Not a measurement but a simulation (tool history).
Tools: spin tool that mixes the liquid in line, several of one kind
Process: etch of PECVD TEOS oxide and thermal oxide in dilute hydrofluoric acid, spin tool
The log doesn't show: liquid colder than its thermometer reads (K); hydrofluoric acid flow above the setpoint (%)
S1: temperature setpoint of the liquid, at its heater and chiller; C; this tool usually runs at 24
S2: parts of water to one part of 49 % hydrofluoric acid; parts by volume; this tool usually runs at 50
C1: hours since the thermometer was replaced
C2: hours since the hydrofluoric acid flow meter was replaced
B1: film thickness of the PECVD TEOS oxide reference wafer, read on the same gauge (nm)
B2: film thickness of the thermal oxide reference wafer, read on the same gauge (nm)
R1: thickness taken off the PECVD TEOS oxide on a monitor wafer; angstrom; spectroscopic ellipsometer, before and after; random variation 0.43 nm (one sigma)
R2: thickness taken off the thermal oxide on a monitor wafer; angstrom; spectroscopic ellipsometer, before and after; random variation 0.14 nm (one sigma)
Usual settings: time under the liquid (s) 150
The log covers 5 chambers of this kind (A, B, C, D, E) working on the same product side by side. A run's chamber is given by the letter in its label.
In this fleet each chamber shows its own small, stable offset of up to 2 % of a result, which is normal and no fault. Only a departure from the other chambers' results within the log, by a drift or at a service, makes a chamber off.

run 1D day=0.179 | S1=24 S2=50 time_under_the_liquid_(s)=150 | C1=336.7 C2=110.8 | B1=30 B2=70.027 | R1=453.07 R2=150.81
run 2B day=0.358 | S1=24 S2=50 time_under_the_liquid_(s)=150 | C1=820.3 C2=1100 | B1=30.019 B2=70.004 | R1=429.21 R2=149.86
run 3C day=0.492 | S1=24 S2=50 time_under_the_liquid_(s)=150 | C1=462.1 C2=177.7 | B1=29.994 B2=70.007 | R1=442.43 R2=152.27
run 4E day=0.775 | S1=24 S2=50 time_under_the_liquid_(s)=150 | C1=351.8 C2=940.6 | B1=30.001 B2=69.978 | R1=438.13 R2=150.07
run 5A day=1.054 | S1=24 S2=50 time_under_the_liquid_(s)=150 | C1=38.9 C2=874.9 | B1=30.014 B2=69.997 | R1=443.14 R2=148.74
run 6A day=1.317 | S1=24 S2=50 time_under_the_liquid_(s)=150 | C1=45.2 C2=881.2 | B1=30.009 B2=70.032 | R1=440.25 R2=147.66
run 7E day=1.604 | S1=24 S2=50 time_under_the_liquid_(s)=150 | C1=371.7 C2=960.5 | B1=29.971 B2=70.025 | R1=437.68 R2=150.66
run 8C day=1.867 | S1=24 S2=50 time_under_the_liquid_(s)=150 | C1=495.1 C2=210.7 | B1=30.021 B2=69.987 | R1=441.13 R2=152.74
run 9B day=2.004 | S1=24 S2=50 time_under_the_liquid_(s)=150 | C1=859.8 C2=1139.5 | B1=29.991 B2=69.981 | R1=432.17 R2=149.18
run 10D day=2.304 | S1=24 S2=50 time_under_the_liquid_(s)=150 | C1=387.7 C2=161.8 | B1=30.027 B2=70.045 | R1=454.5 R2=149.83
run 11E day=2.554 | S1=24 S2=35 time_under_the_liquid_(s)=150 | C1=394.5 C2=983.3 | B1=29.991 B2=69.988 | R1=628.3 R2=215.52
run 12B day=2.854 | S1=24 S2=35 time_under_the_liquid_(s)=150 | C1=880.2 C2=1159.9 | B1=29.995 B2=70.011 | R1=624.44 R2=211.96
run 13C day=3.088 | S1=24 S2=35 time_under_the_liquid_(s)=150 | C1=524.4 C2=240 | B1=30.025 B2=70.008 | R1=639.39 R2=218.9
run 14A day=3.321 | S1=24 S2=35 time_under_the_liquid_(s)=150 | C1=93.3 C2=929.3 | B1=29.98 B2=70.01 | R1=631.17 R2=218.32
run 15D day=3.512 | S1=24 S2=35 time_under_the_liquid_(s)=150 | C1=416.7 C2=190.8 | B1=29.99 B2=70.038 | R1=649.25 R2=221.05
run 16A day=3.754 | S1=24 S2=50 time_under_the_liquid_(s)=150 | C1=103.7 C2=939.7 | B1=30.009 B2=69.972 | R1=439.26 R2=151.07
run 17B day=4.004 | S1=24 S2=50 time_under_the_liquid_(s)=150 | C1=907.8 C2=1187.5 | B1=30.01 B2=69.917 | R1=441.17 R2=150.88
run 18D day=4.183 | S1=24 S2=50 time_under_the_liquid_(s)=150 | C1=432.8 C2=206.9 | B1=30.015 B2=69.996 | R1=454.49 R2=149.59
run 19C day=4.383 | S1=24 S2=50 time_under_the_liquid_(s)=150 | C1=555.5 C2=271.1 | B1=30.026 B2=70.037 | R1=444.62 R2=152.67
run 20E day=4.683 | S1=24 S2=50 time_under_the_liquid_(s)=150 | C1=445.6 C2=1034.4 | B1=29.988 B2=70.036 | R1=435.26 R2=147.86
run 21A day=4.871 | S1=24 S2=50 time_under_the_liquid_(s)=150 | C1=130.5 C2=966.5 | B1=30.005 B2=69.985 | R1=434.87 R2=148.1
run 22B day=5.042 | S1=24 S2=50 time_under_the_liquid_(s)=150 | C1=932.7 C2=1212.4 | B1=30.02 B2=69.944 | R1=433.24 R2=149.52
run 23E day=5.196 | S1=24 S2=50 time_under_the_liquid_(s)=150 | C1=457.9 C2=1046.7 | B1=30.028 B2=70.016 | R1=438.81 R2=150.45
run 24C day=5.467 | S1=24 S2=50 time_under_the_liquid_(s)=150 | C1=581.5 C2=297.1 | B1=29.998 B2=70.034 | R1=432.43 R2=152.39
run 25D day=5.725 | S1=24 S2=50 time_under_the_liquid_(s)=150 | C1=469.8 C2=243.9 | B1=29.983 B2=69.952 | R1=449.93 R2=152.04
run 26E day=5.871 | S1=24 S2=50 time_under_the_liquid_(s)=150 | C1=474.1 C2=1062.9 | B1=30.007 B2=70.015 | R1=434.4 R2=148.27
run 27B day=6.058 | S1=24 S2=30 time_under_the_liquid_(s)=150 | C1=957.1 C2=1236.8 | B1=29.983 B2=70.059 | R1=736.81 R2=252.32
run 28D day=6.238 | S1=24 S2=30 time_under_the_liquid_(s)=150 | C1=482.1 C2=256.2 | B1=30.004 B2=69.959 | R1=779.11 R2=264.34
run 29A day=6.504 | S1=24 S2=30 time_under_the_liquid_(s)=150 | C1=169.7 C2=1005.7 | B1=29.995 B2=69.977 | R1=746.17 R2=252.79
run 30C day=6.729 | S1=24 S2=30 time_under_the_liquid_(s)=150 | C1=611.8 C2=327.4 | B1=29.985 B2=70.008 | R1=745.38 R2=254.06
-- day=6.879 chamber E: hydrofluoric acid flow meter replaced
run 31B day=7.025 | S1=24 S2=30 time_under_the_liquid_(s)=150 | C1=980.3 C2=1260 | B1=30.021 B2=69.992 | R1=746.25 R2=250.24
run 32E day=7.304 | S1=24 S2=50 time_under_the_liquid_(s)=150 | C1=508.5 C2=10.2 | B1=30.008 B2=70.01 | R1=433.43 R2=147.54
run 33C day=7.546 | S1=24 S2=50 time_under_the_liquid_(s)=150 | C1=631.4 C2=347 | B1=29.996 B2=70.023 | R1=442.85 R2=149.97
run 34D day=7.842 | S1=24 S2=50 time_under_the_liquid_(s)=150 | C1=520.6 C2=294.7 | B1=29.979 B2=70.03 | R1=453.8 R2=148.79
run 35A day=8.075 | S1=24 S2=50 time_under_the_liquid_(s)=150 | C1=207.4 C2=1043.4 | B1=29.994 B2=70.045 | R1=441.54 R2=150.67
run 36B day=8.279 | S1=24 S2=50 time_under_the_liquid_(s)=150 | C1=1010.4 C2=1290.1 | B1=30.011 B2=70.013 | R1=431.07 R2=149.96
run 37E day=8.517 | S1=24 S2=50 time_under_the_liquid_(s)=150 | C1=537.6 C2=39.3 | B1=29.998 B2=69.972 | R1=443.9 R2=148.4
run 38C day=8.812 | S1=21 S2=50 time_under_the_liquid_(s)=150 | C1=661.8 C2=377.4 | B1=30.052 B2=69.97 | R1=383.78 R2=133.35
run 39D day=8.988 | S1=21 S2=50 time_under_the_liquid_(s)=150 | C1=548.1 C2=322.2 | B1=30.015 B2=69.996 | R1=404.28 R2=133.42
run 40A day=9.204 | S1=21 S2=50 time_under_the_liquid_(s)=150 | C1=234.5 C2=1070.5 | B1=29.981 B2=69.962 | R1=393.79 R2=130.91
run 41B day=9.45 | S1=21 S2=50 time_under_the_liquid_(s)=150 | C1=1038.5 C2=1318.2 | B1=30.015 B2=70.011 | R1=390.06 R2=130.73

Is one chamber out of step, is the gauge drifting, or do the chambers differ by no more than their own small offsets? For an off chamber, give its letter and the likeliest cause.

The fleet is healthy, with each chamber sitting at its usual small offset and no drift in the gauge.

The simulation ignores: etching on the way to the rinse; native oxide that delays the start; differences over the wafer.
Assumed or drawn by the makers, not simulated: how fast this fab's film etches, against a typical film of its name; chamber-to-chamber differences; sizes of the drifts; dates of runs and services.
